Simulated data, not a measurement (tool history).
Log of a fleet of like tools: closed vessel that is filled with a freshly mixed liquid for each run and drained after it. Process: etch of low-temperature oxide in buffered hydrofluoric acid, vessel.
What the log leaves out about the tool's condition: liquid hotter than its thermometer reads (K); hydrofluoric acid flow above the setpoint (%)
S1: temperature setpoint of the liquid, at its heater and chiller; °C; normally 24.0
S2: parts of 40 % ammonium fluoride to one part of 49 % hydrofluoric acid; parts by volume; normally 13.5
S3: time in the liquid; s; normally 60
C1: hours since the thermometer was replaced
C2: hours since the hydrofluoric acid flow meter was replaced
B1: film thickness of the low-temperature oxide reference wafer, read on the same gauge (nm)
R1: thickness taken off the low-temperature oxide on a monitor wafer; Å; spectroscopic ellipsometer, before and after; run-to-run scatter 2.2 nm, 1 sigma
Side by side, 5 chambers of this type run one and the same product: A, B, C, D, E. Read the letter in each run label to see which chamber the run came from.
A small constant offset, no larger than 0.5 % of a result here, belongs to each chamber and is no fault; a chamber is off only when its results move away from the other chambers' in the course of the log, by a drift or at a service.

Run 1C, hour 12.8: usual settings; C1 887.9; C2 925.0; B1 89.987. Result: R1 2654.2 Å.
Run 2D, hour 22.7: usual settings; C1 1246.8; C2 887.3; B1 90.000. Result: R1 2634.1 Å.
Run 3A, hour 31.2: usual settings; C1 1252.2; C2 2445.0; B1 89.996. Result: R1 2628.6 Å.
Run 4B, hour 40.5: usual settings; C1 975.6; C2 955.0; B1 90.042. Result: R1 2676.2 Å.
Run 5E, hour 49.7: usual settings but S1 21.5 °C, S2 17.5 parts by volume; C1 916.3; C2 203.0; B1 89.999. Result: R1 1768.0 Å.
Run 6B, hour 58.1: usual settings but S1 21.5 °C, S2 17.5 parts by volume; C1 993.2; C2 972.6; B1 89.995. Result: R1 1786.1 Å.
Run 7A, hour 66.3: usual settings but S1 21.5 °C, S2 17.5 parts by volume; C1 1287.3; C2 2480.1; B1 89.984. Result: R1 1804.3 Å.
At hour 66.5: chamber A: hydrofluoric acid flow meter replaced.
Run 8E, hour 73.1: usual settings but S1 21.5 °C, S2 17.5 parts by volume; C1 939.7; C2 226.4; B1 89.987. Result: R1 1773.6 Å.
Run 9C, hour 79.7: usual settings but S1 21.5 °C, S2 17.5 parts by volume; C1 954.8; C2 991.9; B1 89.980. Result: R1 1813.0 Å.
Run 10D, hour 89.2: usual settings but S2 8.5 parts by volume; C1 1313.3; C2 953.8; B1 90.017. Result: R1 3997.8 Å.
Run 11C, hour 103.4: usual settings but S2 8.5 parts by volume; C1 978.5; C2 1015.6; B1 90.022. Result: R1 3965.9 Å.
Run 12B, hour 113.7: usual settings but S2 8.5 parts by volume; C1 1048.8; C2 1028.2; B1 90.018. Result: R1 4064.1 Å.
Run 13A, hour 122.3: usual settings but S2 8.5 parts by volume; C1 1343.3; C2 55.9; B1 90.008. Result: R1 4019.2 Å.
Run 14D, hour 131.6: usual settings but S2 8.5 parts by volume; C1 1355.7; C2 996.2; B1 89.996. Result: R1 3978.8 Å.
At hour 143.6: chamber A: thermometer replaced.
Run 15E, hour 146.7: usual settings; C1 1013.3; C2 300.0; B1 89.993. Result: R1 2695.2 Å.
Run 16E, hour 153.4: usual settings; C1 1020.0; C2 306.7; B1 90.015. Result: R1 2713.2 Å.
Run 17C, hour 162.7: usual settings; C1 1037.8; C2 1074.9; B1 89.995. Result: R1 2660.9 Å.
Run 18A, hour 171.6: usual settings; C1 28.1; C2 105.2; B1 89.990. Result: R1 2607.3 Å.
Run 19B, hour 186.3: usual settings but S1 28.0 °C; C1 1121.4; C2 1100.8; B1 90.000. Result: R1 3331.3 Å.
Run 20D, hour 199.4: usual settings but S1 28.0 °C; C1 1423.5; C2 1064.0; B1 89.998. Result: R1 3299.2 Å.
Run 21D, hour 213.0: usual settings but S1 28.0 °C; C1 1437.1; C2 1077.6; B1 90.000. Result: R1 3224.7 Å.
Run 22B, hour 224.2: usual settings but S1 28.0 °C; C1 1159.3; C2 1138.7; B1 90.016. Result: R1 3272.9 Å.
Run 23E, hour 233.9: usual settings but S1 28.0 °C; C1 1100.5; C2 387.2; B1 90.031. Result: R1 3391.0 Å.
At hour 246.1: chamber D: hydrofluoric acid flow meter replaced.
Run 24C, hour 246.7: usual settings; C1 1121.8; C2 1158.9; B1 90.002. Result: R1 2661.5 Å.
Run 25A, hour 255.6: usual settings; C1 112.1; C2 189.2; B1 90.010. Result: R1 2615.9 Å.
Run 26D, hour 266.1: usual settings; C1 1490.2; C2 20.0; B1 90.009. Result: R1 2618.6 Å.
Run 27C, hour 278.1: usual settings but S1 26.5 °C, S3 45 s; C1 1153.2; C2 1190.3; B1 90.008. Result: R1 2293.4 Å.
Run 28E, hour 288.3: usual settings but S1 26.5 °C, S3 45 s; C1 1154.9; C2 441.6; B1 90.005. Result: R1 2409.6 Å.
Run 29B, hour 297.3: usual settings but S1 26.5 °C, S3 45 s; C1 1232.4; C2 1211.8; B1 89.992. Result: R1 2263.6 Å.
Run 30A, hour 306.9: usual settings but S1 26.5 °C, S3 45 s; C1 163.4; C2 240.5; B1 90.027. Result: R1 2287.1 Å.
Run 31B, hour 314.6: usual settings but S1 26.5 °C, S3 45 s; C1 1249.7; C2 1229.1; B1 89.991. Result: R1 2244.8 Å.
Run 32A, hour 324.5: usual settings; C1 181.0; C2 258.1; B1 90.014. Result: R1 2662.8 Å.
Run 33E, hour 334.9: usual settings; C1 1201.5; C2 488.2; B1 90.001. Result: R1 2831.7 Å.

Read the log: is a single chamber off, either drifting away or since a service, is the gauge that measures every chamber drifting, or is nothing wrong beyond small per-chamber offsets? Name any odd chamber and what most likely caused it.

It is chamber E that slowly wanders off from its peers.
What lies behind it: hydrofluoric acid flow above the setpoint (%) = 8.48.
The log may not separate it from: liquid hotter than its thermometer reads (K).

Below are 4 candidate recipes for chamber E's next run, each the usual settings with a change, their results shown as question marks. Which of them brings E's results back in line with what the other chambers give on the usual settings?
In-line tolerance around the mean of the other chambers on the usual settings: R1 77.0 Å
Run 34E-1, hour 345.7: usual settings but S1 24.5 °C, S2 13.0 parts by volume. Result: R1 ?.
Run 34E-2, hour 345.7: usual settings but S3 70 s. Result: R1 ?.
Run 34E-3, hour 345.7: usual settings but S2 14.5 parts by volume, S3 55 s. Result: R1 ?.
Run 34E-4, hour 345.7: usual settings but S3 55 s. Result: R1 ?.

The mean the other chambers reach with the usual settings: R1 2646.0 Å
  run      R1
34E-1  3037.8
34E-2  3324.0
34E-3  2437.7
34E-4  2611.7
The right change is 34E-4: it brings the chamber back within the allowed miss of the others.
